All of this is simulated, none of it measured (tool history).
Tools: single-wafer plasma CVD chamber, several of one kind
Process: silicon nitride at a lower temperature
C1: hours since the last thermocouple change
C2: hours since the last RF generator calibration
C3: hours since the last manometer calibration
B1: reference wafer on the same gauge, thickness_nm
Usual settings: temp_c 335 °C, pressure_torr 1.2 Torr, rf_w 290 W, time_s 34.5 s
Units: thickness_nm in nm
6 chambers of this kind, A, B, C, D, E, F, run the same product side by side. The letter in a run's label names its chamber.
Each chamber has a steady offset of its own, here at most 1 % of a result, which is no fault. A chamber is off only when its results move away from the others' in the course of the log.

Run 1E, hour 9.7: usual settings; C1 715; C2 1038; C3 902.9; B1 36.807. Result: thickness_nm 36.545 nm.
Run 2F, hour 20.2: usual settings; C1 994.3; C2 904.8; C3 1028.3; B1 36.788. Result: thickness_nm 36.426 nm.
Run 3B, hour 29.8: usual settings; C1 1677.8; C2 1496.5; C3 481.1; B1 36.785. Result: thickness_nm 36.431 nm.
Run 4D, hour 36.4: usual settings; C1 115.1; C2 507; C3 462.2; B1 36.781. Result: thickness_nm 36.926 nm.
Run 5C, hour 42.9: usual settings; C1 1382.7; C2 1871.9; C3 1389.7; B1 36.787. Result: thickness_nm 36.33 nm.
Run 6A, hour 52.6: usual settings; C1 1619.9; C2 1476.9; C3 593.5; B1 36.762. Result: thickness_nm 36.845 nm.
At hour 60.3: chamber E: capacitance manometer re-zeroed and calibrated.
Run 7D, hour 60.7: usual settings but pressure_torr 0.96 Torr, time_s 30.4 s; C1 139.4; C2 531.3; C3 486.5; B1 36.758. Result: thickness_nm 30.313 nm.
Run 8A, hour 72.4: usual settings but pressure_torr 0.96 Torr, time_s 30.4 s; C1 1639.7; C2 1496.7; C3 613.3; B1 36.768. Result: thickness_nm 30.29 nm.
Run 9C, hour 82.6: usual settings but pressure_torr 0.96 Torr, time_s 30.4 s; C1 1422.4; C2 1911.6; C3 1429.4; B1 36.755. Result: thickness_nm 29.866 nm.
Run 10B, hour 89.4: usual settings but pressure_torr 0.96 Torr, time_s 30.4 s; C1 1737.4; C2 1556.1; C3 540.7; B1 36.754. Result: thickness_nm 29.921 nm.
Run 11F, hour 100.1: usual settings but pressure_torr 0.96 Torr, time_s 30.4 s; C1 1074.2; C2 984.7; C3 1108.2; B1 36.739. Result: thickness_nm 30.045 nm.
Run 12E, hour 112.9: usual settings but pressure_torr 0.96 Torr, time_s 30.4 s; C1 818.2; C2 1141.2; C3 52.6; B1 36.738. Result: thickness_nm 30.124 nm.
Run 13E, hour 119.1: usual settings; C1 824.4; C2 1147.4; C3 58.8; B1 36.747. Result: thickness_nm 36.558 nm.
Run 14D, hour 125.9: usual settings; C1 204.6; C2 596.5; C3 551.7; B1 36.729. Result: thickness_nm 36.885 nm.
Run 15A, hour 132.2: usual settings but temp_c 348 °C, time_s 37.4 s; C1 1699.5; C2 1556.5; C3 673.1; B1 36.726. Result: thickness_nm 39.694 nm.
At hour 140.5: chamber F: thermocouple changed; heater temperature recalibrated.
Run 16C, hour 142.9: usual settings but temp_c 348 °C, time_s 37.4 s; C1 1482.7; C2 1971.9; C3 1489.7; B1 36.727. Result: thickness_nm 39.209 nm.
Run 17F, hour 153.5: usual settings but temp_c 348 °C, time_s 37.4 s; C1 13; C2 1038.1; C3 1161.6; B1 36.706. Result: thickness_nm 39.273 nm.
Run 18B, hour 163.8: usual settings but temp_c 348 °C, time_s 37.4 s; C1 1811.8; C2 1630.5; C3 615.1; B1 36.712. Result: thickness_nm 39.155 nm.
Run 19F, hour 172.6: usual settings but temp_c 348 °C, time_s 37.4 s; C1 32.1; C2 1057.2; C3 1180.7; B1 36.698. Result: thickness_nm 39.282 nm.
Run 20B, hour 184.9: usual settings but temp_c 348 °C, time_s 37.4 s; C1 1832.9; C2 1651.6; C3 636.2; B1 36.693. Result: thickness_nm 39.239 nm.
Run 21A, hour 196.7: usual settings; C1 1764; C2 1621; C3 737.6; B1 36.695. Result: thickness_nm 36.669 nm.
At hour 200.7: chamber C: thermocouple changed; heater temperature recalibrated.
Run 22D, hour 210: usual settings; C1 288.7; C2 680.6; C3 635.8; B1 36.689. Result: thickness_nm 36.895 nm.
Run 23C, hour 216.1: usual settings; C1 15.4; C2 2045.1; C3 1562.9; B1 36.673. Result: thickness_nm 36.416 nm.
Run 24E, hour 227.4: usual settings; C1 932.7; C2 1255.7; C3 167.1; B1 36.683. Result: thickness_nm 36.427 nm.
Run 25A, hour 237.2: usual settings; C1 1804.5; C2 1661.5; C3 778.1; B1 36.659. Result: thickness_nm 36.852 nm.
Run 26B, hour 247.1: usual settings; C1 1895.1; C2 1713.8; C3 698.4; B1 36.661. Result: thickness_nm 36.239 nm.
Run 27F, hour 260.7: usual settings but rf_w 250 W, time_s 28.7 s; C1 120.2; C2 1145.3; C3 1268.8; B1 36.654. Result: thickness_nm 27.205 nm.
Run 28C, hour 268.2: usual settings but rf_w 250 W, time_s 28.7 s; C1 67.5; C2 2097.2; C3 1615; B1 36.651. Result: thickness_nm 27.083 nm.
Run 29E, hour 275.7: usual settings but rf_w 250 W, time_s 28.7 s; C1 981; C2 1304; C3 215.4; B1 36.647. Result: thickness_nm 27.307 nm.
At hour 278.9: chamber B: thermocouple changed; heater temperature recalibrated.
At hour 280.3: chamber C: capacitance manometer re-zeroed and calibrated.
Run 30D, hour 284.9: usual settings but rf_w 250 W, time_s 28.7 s; C1 363.6; C2 755.5; C3 710.7; B1 36.661. Result: thickness_nm 27.533 nm.
Run 31F, hour 292.5: usual settings but rf_w 250 W, time_s 28.7 s; C1 152; C2 1177.1; C3 1300.6; B1 36.642. Result: thickness_nm 27.155 nm.
Run 32E, hour 305.6: usual settings but rf_w 250 W, time_s 28.7 s; C1 1010.9; C2 1333.9; C3 245.3; B1 36.637. Result: thickness_nm 27.391 nm.
At hour 311.9: chamber A: RF generator calibrated.
Run 33B, hour 315.4: usual settings; C1 36.6; C2 1782.1; C3 766.7; B1 36.628. Result: thickness_nm 36.339 nm.
Run 34A, hour 325.4: usual settings; C1 1892.7; C2 13.5; C3 866.3; B1 36.615. Result: thickness_nm 36.65 nm.
Run 35C, hour 336.9: usual settings; C1 136.2; C2 2165.9; C3 56.7; B1 36.608. Result: thickness_nm 36.195 nm.
Run 36D, hour 346.7: usual settings; C1 425.4; C2 817.3; C3 772.5; B1 36.624. Result: thickness_nm 36.78 nm.
Run 37A, hour 353.6: usual settings; C1 1920.9; C2 41.7; C3 894.5; B1 36.605. Result: thickness_nm 36.666 nm.
Run 38F, hour 360.6: usual settings; C1 220.1; C2 1245.2; C3 1368.7; B1 36.593. Result: thickness_nm 36.301 nm.

What goes on in this fleet: one chamber off, a drifting gauge, or nothing beyond the chambers' own small offsets? Name the chamber and the cause, if any.

The gauge drifts, so all chambers seem to drift together. No chamber is off.
Cause: gauge reads low (%) = 0.559.

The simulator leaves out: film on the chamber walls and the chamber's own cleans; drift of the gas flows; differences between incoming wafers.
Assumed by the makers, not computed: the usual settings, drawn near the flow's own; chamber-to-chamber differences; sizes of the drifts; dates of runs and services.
